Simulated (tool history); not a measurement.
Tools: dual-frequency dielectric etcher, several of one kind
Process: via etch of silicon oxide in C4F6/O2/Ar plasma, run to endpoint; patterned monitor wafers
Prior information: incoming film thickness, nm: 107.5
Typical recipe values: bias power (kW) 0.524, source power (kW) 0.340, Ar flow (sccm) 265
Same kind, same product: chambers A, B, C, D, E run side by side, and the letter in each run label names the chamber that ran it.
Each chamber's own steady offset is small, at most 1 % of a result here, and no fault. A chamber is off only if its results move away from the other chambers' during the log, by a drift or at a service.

run   hour  bias power (kW)  source power (kW)  Ar flow (sccm)  endpoint time (s)
 1A    4.4            0.524              0.340             265             24.323
 2D    8.1            0.524              0.340             265             24.212
 3B   12.0            0.524              0.340             265             24.297
 4C   16.9            0.524              0.340             265             24.356
 5E   21.5            0.524              0.340             265             24.086
 6E   27.5            0.524              0.340             265             24.159
 7B   32.2            0.524              0.340             265             24.167
 8A   36.0            0.524              0.340             265             24.212
 9D   39.2            0.524              0.340             265             24.521
10C   42.1            0.524              0.340             265             24.072
11A   47.6            0.524              0.340             265             24.034
12B   52.2            0.524              0.340             265             24.424
13E   57.2            0.524              0.390             265             22.775
14D   63.4            0.524              0.390             265             23.213
15C   66.1            0.524              0.390             265             22.859
16C   71.7            0.524              0.390             265             22.912
17E   75.4            0.524              0.390             265             23.049
18A   81.1            0.524              0.340             265             24.252
19D   86.1            0.524              0.340             265             24.884
20B   90.9            0.524              0.340             265             24.408
21E   96.3            0.524              0.340             265             23.961
22B   99.6            0.524              0.340             265             24.582
23C  104.8            0.524              0.280             265             25.661
24A  108.9            0.524              0.280             265             26.147
25D  113.8            0.524              0.280             265             26.063
26E  118.3            0.524              0.280             265             25.238
27A  124.3            0.524              0.280             265             26.322
28D  127.8            0.524              0.340             265             24.091
29B  133.2            0.524              0.340             265             24.188
30C  136.4            0.524              0.340             317             24.600
31D  142.1            0.524              0.340             317             25.095
32B  145.5            0.524              0.340             317             24.725
33E  150.0            0.524              0.340             317             24.036
34C  155.4            0.524              0.340             317             24.823
35A  158.2            0.524              0.340             265             24.098
36C  161.7            0.524              0.340             265             24.127
37E  167.2            0.524              0.340             265             23.385
38B  171.8            0.651              0.340             310             22.480
39D  175.0            0.651              0.340             310             22.853
40A  178.7            0.651              0.340             310             22.562
41E  183.8            0.651              0.340             310             21.720

For the next run the whole fleet of 5 chambers uses the same settings. Give each chamber's results:
42A  188.2            0.571              0.340             265                  ?
42B  188.2            0.571              0.340             265                  ?
42C  188.2            0.571              0.340             265                  ?
42D  188.2            0.571              0.340             265                  ?
42E  188.2            0.571              0.340             265                  ?

run  endpoint time (s)
42A             23.642
42B             23.916
42C             23.344
42D             23.796
42E             22.530
